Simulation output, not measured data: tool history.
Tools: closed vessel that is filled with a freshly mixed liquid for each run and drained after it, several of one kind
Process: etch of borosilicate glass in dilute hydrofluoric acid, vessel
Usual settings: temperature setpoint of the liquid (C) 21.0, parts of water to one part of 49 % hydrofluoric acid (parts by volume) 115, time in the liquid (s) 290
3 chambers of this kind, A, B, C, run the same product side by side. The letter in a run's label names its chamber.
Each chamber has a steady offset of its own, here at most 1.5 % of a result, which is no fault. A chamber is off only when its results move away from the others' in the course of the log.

run	hour	temperature setpoint of the liquid (C)	parts of water to one part of 49 % hydrofluoric acid (parts by volume)	time in the liquid (s)	hours since the thermometer was replaced	hours since the hydrofluoric acid flow meter was replaced	read-back film thickness of the borosilicate glass reference wafer, read on the same gauge (nm)	thickness taken off the borosilicate glass on a monitor wafer (angstrom)
1A	10.3	21.0	115	290	1696.3	921.9	140.00	580.81
2C	17.7	21.0	115	290	1113.7	951.6	140.01	574.92
3B	26.2	21.0	115	290	710.1	676.9	139.99	588.83
4C	38.4	21.0	115	290	1134.4	972.3	140.00	573.11
5B	49.0	21.0	115	290	732.9	699.7	140.01	591.54
6A	60.3	21.0	115	290	1746.3	971.9	140.02	583.31
7C	73.8	21.0	115	290	1169.8	1007.7	140.00	571.98
8B	82.7	21.0	115	290	766.6	733.4	139.99	590.22
9A	92.7	25.5	115	220	1778.7	1004.3	139.99	526.02
10A	98.7	25.5	115	220	1784.7	1010.3	139.99	528.06
11C	107.1	25.5	115	220	1203.1	1041.0	140.01	520.64
12B	118.8	21.0	115	290	802.7	769.5	140.01	587.91
13A	126.4	21.0	115	290	1812.4	1038.0	140.00	580.64
14C	139.6	21.0	115	290	1235.6	1073.5	140.02	572.34
15B	146.8	21.0	115	290	830.7	797.5	140.00	587.04
16A	158.2	21.0	115	290	1844.2	1069.8	140.01	584.25
17C	168.6	21.0	160	290	1264.6	1102.5	140.01	391.03
18B	176.9	21.0	160	290	860.8	827.6	139.99	402.18
19B	188.2	21.0	160	290	872.1	838.9	140.01	402.84
20C	195.6	21.0	145	180	1291.6	1129.5	140.01	272.57
21A	209.4	21.0	145	180	1895.4	1121.0	139.99	275.91
22C	223.1	21.0	145	180	1319.1	1157.0	140.00	270.86
23B	233.7	21.0	115	290	917.6	884.4	140.02	590.10
24A	243.9	21.0	115	290	1929.9	1155.5	140.00	580.71
25A	250.5	21.0	115	290	1936.5	1162.1	140.00	580.16
26C	262.9	21.0	115	290	1358.9	1196.8	140.02	571.57
27B	272.3	21.0	115	290	956.2	923.0	139.98	592.95
28C	278.9	21.0	115	290	1374.9	1212.8	140.00	572.85
29A	289.3	21.0	115	290	1975.3	1200.9	140.00	580.93
30B	301.4	21.0	115	290	985.3	952.1	140.00	598.47
31A	310.3	21.0	115	290	1996.3	1221.9	139.98	583.23
32C	319.4	21.0	115	290	1415.4	1253.3	140.01	570.93
33B	328.2	21.0	115	290	1012.1	978.9	139.99	599.02
34C	340.8	21.0	115	290	1436.8	1274.7	140.00	572.83
35B	353.5	21.0	115	290	1037.4	1004.2	139.99	598.41
# hour 353.9: chamber B: hydrofluoric acid flow meter replaced
# hour 355.4: chamber C: thermometer replaced
36A	364.8	21.0	115	290	2050.8	1276.4	140.01	581.31
37B	378.1	21.0	80	290	1062.0	24.3	139.99	894.87
38C	389.6	21.0	80	290	34.3	1323.5	140.01	864.16
39A	403.2	21.0	80	290	2089.2	1314.8	140.02	874.93
40A	413.7	21.0	115	290	2099.7	1325.3	139.98	581.11
41C	426.1	21.0	115	290	70.8	1360.0	140.02	575.21

Is one chamber off against the others, does the gauge drift, or is nothing wrong? If a chamber is off, say which, and what the likeliest cause is.

Chamber B drifts away from the others.
Cause: liquid hotter than its thermometer reads (K) = 0.425.

Here are 4 candidates for chamber B's next run, each the usual settings with a change, their results left as question marks. Which one brings its results back in line with what the others give on the usual settings?
In line means no further than this from the other chambers' mean on the usual settings: thickness taken off the borosilicate glass on a monitor wafer (angstrom) 6.20
42B-1	435.9	21.0	115	280				?
42B-2	435.9	21.0	120	280				?
42B-3	435.9	21.0	115	315				?
42B-4	435.9	22.0	115	290				?

The other chambers' mean on the usual settings: thickness taken off the borosilicate glass on a monitor wafer (angstrom) 577.00
run	thickness taken off the borosilicate glass on a monitor wafer (angstrom)
42B-1	579.42
42B-2	551.95
42B-3	651.85
42B-4	624.83
42B-1 brings the chamber back in line.

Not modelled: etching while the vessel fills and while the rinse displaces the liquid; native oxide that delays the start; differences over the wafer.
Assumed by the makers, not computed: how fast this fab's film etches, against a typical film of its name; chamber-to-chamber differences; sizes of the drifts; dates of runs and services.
